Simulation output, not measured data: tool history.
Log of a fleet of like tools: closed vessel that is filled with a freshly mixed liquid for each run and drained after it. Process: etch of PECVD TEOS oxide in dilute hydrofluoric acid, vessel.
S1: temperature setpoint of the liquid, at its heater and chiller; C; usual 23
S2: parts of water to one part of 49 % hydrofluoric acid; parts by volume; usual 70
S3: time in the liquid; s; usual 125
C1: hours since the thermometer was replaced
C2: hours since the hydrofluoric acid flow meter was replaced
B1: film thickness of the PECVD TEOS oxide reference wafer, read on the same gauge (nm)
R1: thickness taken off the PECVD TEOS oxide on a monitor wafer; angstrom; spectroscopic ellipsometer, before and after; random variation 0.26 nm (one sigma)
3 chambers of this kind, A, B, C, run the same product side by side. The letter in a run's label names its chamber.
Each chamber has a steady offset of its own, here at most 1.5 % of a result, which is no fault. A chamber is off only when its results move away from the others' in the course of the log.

run,day,S1,S2,S3,C1,C2,B1,R1
1A,0.35,23,70,125,104.1,242.7,70.008,275.05
2C,0.712,23,70,125,1029.7,953,69.993,266.06
3B,1.175,23,70,125,382.6,59.3,69.996,271.79
4C,1.521,23,70,125,1049.1,972.4,70.014,269.13
5A,1.946,23,70,125,142.4,281,70.006,271.02
6B,2.267,23,70,125,408.8,85.5,69.988,270.67
7A,2.525,23,70,125,156.3,294.9,70.003,272.86
8C,3.008,23,70,160,1084.8,1008.1,70.01,336.35
9B,3.45,23,70,160,437.2,113.9,70.016,342.96
10C,3.754,23,70,160,1102.7,1026,69.994,338.02
11A,4.05,23,70,125,192.9,331.5,69.995,270.15
12B,4.483,23,70,125,462,138.7,70.013,264.35
13B,4.917,23,70,125,472.4,149.1,70.015,270.29
14C,5.296,23,70,125,1139.7,1063,69.977,263.16
15A,5.688,23,70,125,232.2,370.8,70.012,273.56
16C,6.171,23,70,125,1160.7,1084,70.002,268.1
17A,6.583,23,70,125,253.7,392.3,70.016,274.25
18B,6.929,23,70,125,520.7,197.4,69.992,263
19B,7.175,23,70,125,526.6,203.3,70.009,264.67
20A,7.558,23,70,125,277.1,415.7,70.001,274.79
21C,7.996,23,70,125,1204.5,1127.8,70,267.81
22C,8.321,23,70,125,1212.3,1135.6,69.996,266.84
23A,8.538,23,70,125,300.6,439.2,69.999,271.35
24B,8.896,19,55,125,567.9,244.6,70.002,294.8
25C,9.258,19,55,125,1234.8,1158.1,70,298.95
26B,9.546,19,55,125,583.5,260.2,70.008,287.19
27A,9.775,23,70,125,330.3,468.9,69.995,268.98

What goes on in this fleet: one chamber off, a drifting gauge, or nothing beyond the chambers' own small offsets? Name the chamber and the cause, if any.

No chamber stands off beyond its own small offset, and the gauge holds steady.
